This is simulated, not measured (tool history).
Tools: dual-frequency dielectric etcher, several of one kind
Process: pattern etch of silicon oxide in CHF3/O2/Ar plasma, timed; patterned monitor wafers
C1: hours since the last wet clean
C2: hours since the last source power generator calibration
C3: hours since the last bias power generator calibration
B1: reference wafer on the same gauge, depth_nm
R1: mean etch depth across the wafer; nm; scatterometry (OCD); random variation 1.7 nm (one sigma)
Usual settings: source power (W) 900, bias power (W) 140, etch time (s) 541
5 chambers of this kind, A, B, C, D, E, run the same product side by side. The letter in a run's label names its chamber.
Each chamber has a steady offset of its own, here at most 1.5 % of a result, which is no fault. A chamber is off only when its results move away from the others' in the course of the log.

Run 1C, hour 15.3: usual settings; C1 183.3; C2 398.8; C3 1448.2; B1 1089.2. Result: R1 1147.2 nm.
Run 2A, hour 22.1: usual settings; C1 119.3; C2 1845.7; C3 450; B1 1089.1. Result: R1 1154.5 nm.
At hour 22.9: chamber B: wet clean of the chamber.
Run 3B, hour 36.9: usual settings; C1 14.1; C2 660.8; C3 3329.4; B1 1089.6. Result: R1 1141.6 nm.
Run 4E, hour 44.3: usual settings; C1 281.4; C2 2511.1; C3 4260; B1 1089.4. Result: R1 1154.3 nm.
Run 5D, hour 51.4: usual settings; C1 89.9; C2 128; C3 1788.6; B1 1089. Result: R1 1161.2 nm.
Run 6A, hour 59.6: usual settings; C1 156.8; C2 1883.2; C3 487.5; B1 1089.4. Result: R1 1157.6 nm.
Run 7E, hour 72.6: usual settings; C1 309.7; C2 2539.4; C3 4288.3; B1 1088.2. Result: R1 1148.7 nm.
Run 8C, hour 85.6: usual settings; C1 253.6; C2 469.1; C3 1518.5; B1 1088.6. Result: R1 1148.7 nm.
Run 9D, hour 93.1: usual settings but source power (W) 1060; C1 131.6; C2 169.7; C3 1830.3; B1 1088. Result: R1 1239.6 nm.
Run 10B, hour 104.6: usual settings but source power (W) 1060; C1 81.8; C2 728.5; C3 3397.1; B1 1088.3. Result: R1 1215.5 nm.
Run 11E, hour 114.9: usual settings but source power (W) 1060; C1 352; C2 2581.7; C3 4330.6; B1 1088.2. Result: R1 1226 nm.
At hour 122: chamber B: bias power generator calibrated.
Run 12B, hour 122.3: usual settings but source power (W) 1060; C1 99.5; C2 746.2; C3 0.4; B1 1088. Result: R1 1217 nm.
Run 13D, hour 131.1: usual settings but source power (W) 1060; C1 169.6; C2 207.7; C3 1868.3; B1 1088.3. Result: R1 1242.1 nm.
Run 14A, hour 143.1: usual settings; C1 240.3; C2 1966.7; C3 571; B1 1087.7. Result: R1 1157.7 nm.
Run 15C, hour 156.5: usual settings; C1 324.5; C2 540; C3 1589.4; B1 1087.6. Result: R1 1148 nm.
Run 16D, hour 169.7: usual settings but bias power (W) 121; C1 208.2; C2 246.3; C3 1906.9; B1 1087.7. Result: R1 1114.6 nm.
Run 17C, hour 179.9: usual settings but bias power (W) 121; C1 347.9; C2 563.4; C3 1612.8; B1 1087.1. Result: R1 1096.7 nm.
Run 18E, hour 194: usual settings but bias power (W) 121; C1 431.1; C2 2660.8; C3 4409.7; B1 1087.1. Result: R1 1102.4 nm.
Run 19A, hour 203.9: usual settings but bias power (W) 121; C1 301.1; C2 2027.5; C3 631.8; B1 1086.7. Result: R1 1106.9 nm.
Run 20B, hour 219.4: usual settings but bias power (W) 121; C1 196.6; C2 843.3; C3 97.5; B1 1086.7. Result: R1 1087.3 nm.
Run 21B, hour 226.5: usual settings; C1 203.7; C2 850.4; C3 104.6; B1 1086.6. Result: R1 1136.2 nm.
Run 22E, hour 235.2: usual settings; C1 472.3; C2 2702; C3 4450.9; B1 1086.7. Result: R1 1150.4 nm.
Run 23C, hour 248: usual settings; C1 416; C2 631.5; C3 1680.9; B1 1086.6. Result: R1 1145.1 nm.
Run 24D, hour 262.3: usual settings; C1 300.8; C2 338.9; C3 1999.5; B1 1085.9. Result: R1 1159.7 nm.
Run 25A, hour 271.1: usual settings; C1 368.3; C2 2094.7; C3 699; B1 1085.8. Result: R1 1154.2 nm.
Run 26D, hour 278.9: usual settings; C1 317.4; C2 355.5; C3 2016.1; B1 1085.6. Result: R1 1160.7 nm.
Run 27B, hour 292.6: usual settings; C1 269.8; C2 916.5; C3 170.7; B1 1085.4. Result: R1 1134.9 nm.
Run 28A, hour 307.5: usual settings; C1 404.7; C2 2131.1; C3 735.4; B1 1085.2. Result: R1 1151.9 nm.
At hour 311.1: chamber E: bias power generator calibrated.
Run 29E, hour 322.5: usual settings; C1 559.6; C2 2789.3; C3 11.5; B1 1085.2. Result: R1 1147.7 nm.
Run 30C, hour 335.6: usual settings; C1 503.6; C2 719.1; C3 1768.5; B1 1084.7. Result: R1 1143.9 nm.
Run 31D, hour 345.5: usual settings; C1 384; C2 422.1; C3 2082.7; B1 1085. Result: R1 1161 nm.
Run 32B, hour 360.4: usual settings; C1 337.6; C2 984.3; C3 238.5; B1 1084.6. Result: R1 1132.6 nm.
Run 33A, hour 370.6: usual settings; C1 467.8; C2 2194.2; C3 798.5; B1 1084.5. Result: R1 1153.1 nm.
Run 34E, hour 383.4: usual settings; C1 620.5; C2 2850.2; C3 72.4; B1 1084.1. Result: R1 1145.7 nm.
Run 35C, hour 391.5: usual settings; C1 559.5; C2 775; C3 1824.4; B1 1084.3. Result: R1 1144.2 nm.
Run 36E, hour 407.1: usual settings; C1 644.2; C2 2873.9; C3 96.1; B1 1083.4. Result: R1 1146.1 nm.

Is one chamber off against the others, does the gauge drift, or is nothing wrong? If a chamber is off, say which, and what the likeliest cause is.

The gauge drifts, so all chambers seem to drift together. No chamber is off.
Cause: gauge reads low (%) = 0.591.

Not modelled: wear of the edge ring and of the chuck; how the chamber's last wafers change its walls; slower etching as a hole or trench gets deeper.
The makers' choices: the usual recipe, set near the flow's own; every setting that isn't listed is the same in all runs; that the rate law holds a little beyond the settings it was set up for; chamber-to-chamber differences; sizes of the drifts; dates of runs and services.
